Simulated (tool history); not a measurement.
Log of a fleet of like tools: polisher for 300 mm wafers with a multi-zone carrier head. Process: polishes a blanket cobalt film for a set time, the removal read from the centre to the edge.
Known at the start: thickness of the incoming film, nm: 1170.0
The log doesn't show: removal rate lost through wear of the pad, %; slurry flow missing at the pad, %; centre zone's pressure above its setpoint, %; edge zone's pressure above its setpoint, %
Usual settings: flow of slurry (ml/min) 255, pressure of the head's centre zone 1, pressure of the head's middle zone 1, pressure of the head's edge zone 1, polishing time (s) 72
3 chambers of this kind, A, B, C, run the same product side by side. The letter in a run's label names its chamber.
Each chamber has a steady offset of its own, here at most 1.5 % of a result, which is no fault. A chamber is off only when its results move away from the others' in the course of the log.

| run | day | flow of slurry (ml/min) | pressure of the head's centre zone | pressure of the head's middle zone | pressure of the head's edge zone | polishing time (s) | wafers polished on this pad | hours since the slurry nozzle was cleaned | hours since the centre zone pressure was calibrated | hours since the edge zone pressure was calibrated | film removed at the wafer's centre (nm) | film removed at mid-radius (nm) | film removed at the wafer's edge (nm) |
|---|---|---|---|---|---|---|---|---|---|---|---|---|---|
| 1B | 0.425 | 255 | 1 | 1 | 1 | 72 | 683 | 108.4 | 224.0 | 237.1 | 393.05 | 381.38 | 391.40 |
|  | 0.779 | chamber A: slurry nozzle cleaned |
| 2C | 0.788 | 255 | 1 | 1 | 1 | 72 | 382 | 165.1 | 348.4 | 546.5 | 388.46 | 392.27 | 386.40 |
| 3A | 1.125 | 255 | 1 | 1 | 1 | 72 | 326 | 8.3 | 259.0 | 183.7 | 391.95 | 388.04 | 386.66 |
| 4C | 1.508 | 255 | 1 | 1 | 1 | 72 | 524 | 182.4 | 365.7 | 563.8 | 387.13 | 383.15 | 385.34 |
| 5A | 1.750 | 255 | 1 | 1 | 1 | 72 | 449 | 23.3 | 274.0 | 198.7 | 394.66 | 388.71 | 386.11 |
|  | 1.833 | chamber C: worn pad replaced by a new one |
| 6B | 2.008 | 255 | 1 | 1 | 1 | 72 | 995 | 146.4 | 262.0 | 275.1 | 387.64 | 386.36 | 390.86 |
| 7B | 2.233 | 255 | 1 | 1 | 1 | 72 | 1039 | 151.8 | 267.4 | 280.5 | 390.54 | 382.58 | 391.32 |
| 8A | 2.675 | 255 | 1 | 1 | 1 | 72 | 631 | 45.5 | 296.2 | 220.9 | 388.82 | 389.26 | 389.53 |
|  | 2.742 | chamber C: centre zone pressure recalibrated |
| 9C | 3.054 | 255 | 1 | 1 | 1 | 72 | 240 | 219.5 | 7.6 | 600.9 | 389.06 | 395.78 | 385.66 |
| 10B | 3.450 | 255 | 1 | 1 | 1 | 72 | 1279 | 181.0 | 296.6 | 309.7 | 396.14 | 378.82 | 381.63 |
| 11C | 3.717 | 255 | 1 | 1 | 1 | 72 | 370 | 235.4 | 23.5 | 616.8 | 391.40 | 383.71 | 391.62 |
| 12A | 4.150 | 255 | 1 | 1 | 1 | 72 | 921 | 80.9 | 331.6 | 256.3 | 392.38 | 388.80 | 390.98 |
| 13A | 4.371 | 255 | 1 | 1 | 1 | 72 | 965 | 86.2 | 336.9 | 261.6 | 391.48 | 386.79 | 385.63 |
|  | 4.600 | chamber C: worn pad replaced by a new one |
| 14B | 4.633 | 255 | 1 | 1 | 1 | 72 | 1512 | 209.4 | 325.0 | 338.1 | 382.94 | 376.87 | 381.82 |
| 15C | 4.938 | 255 | 1 | 1 | 1 | 72 | 67 | 264.7 | 52.8 | 646.1 | 388.64 | 381.49 | 386.37 |
| 16B | 5.271 | 255 | 1 | 1 | 1 | 72 | 1637 | 224.7 | 340.3 | 353.4 | 376.26 | 363.38 | 377.14 |
|  | 5.454 | chamber C: slurry nozzle cleaned |
| 17C | 5.662 | 255 | 1 | 1 | 1 | 72 | 209 | 5.1 | 70.2 | 663.5 | 390.34 | 381.65 | 387.03 |
| 18A | 5.988 | 255 | 1 | 1 | 1 | 72 | 1283 | 125.0 | 375.7 | 300.4 | 393.23 | 392.96 | 388.29 |
|  | 6.217 | chamber A: worn pad replaced by a new one |
| 19C | 6.379 | 255 | 1 | 1 | 1 | 72 | 350 | 22.3 | 87.4 | 680.7 | 390.73 | 387.85 | 388.72 |
| 20A | 6.829 | 255 | 1 | 1 | 1 | 72 | 120 | 145.2 | 395.9 | 320.6 | 396.12 | 388.18 | 387.38 |
| 21B | 7.158 | 255 | 1 | 1 | 1 | 72 | 2008 | 270.0 | 385.6 | 398.7 | 364.71 | 358.45 | 364.88 |
|  | 7.212 | chamber B: slurry nozzle cleaned |
| 22B | 7.546 | 255 | 1 | 1 | 1 | 72 | 2085 | 8.1 | 394.9 | 408.0 | 368.84 | 353.87 | 364.21 |
|  | 7.575 | chamber C: worn pad replaced by a new one |
| 23A | 7.892 | 255 | 1 | 1 | 1 | 72 | 329 | 170.7 | 421.4 | 346.1 | 389.77 | 395.38 | 391.81 |
| 24C | 8.088 | 255 | 1 | 1 | 1 | 72 | 100 | 63.3 | 128.4 | 721.7 | 387.91 | 388.70 | 387.66 |

Next, every chamber runs the same settings. What will each give?
| 25A | 8.408 | 255 | 1 | 1 | 1 | 72 |  |  |  |  | ? | ? | ? |
| 25B | 8.408 | 255 | 1 | 1 | 1 | 72 |  |  |  |  | ? | ? | ? |
| 25C | 8.408 | 255 | 1 | 1 | 1 | 72 |  |  |  |  | ? | ? | ? |

| run | film removed at the wafer's centre (nm) | film removed at mid-radius (nm) | film removed at the wafer's edge (nm) |
|---|---|---|---|
| 25A | 394.10 | 394.68 | 387.57 |
| 25B | 363.47 | 356.27 | 354.34 |
| 25C | 390.00 | 401.73 | 386.10 |
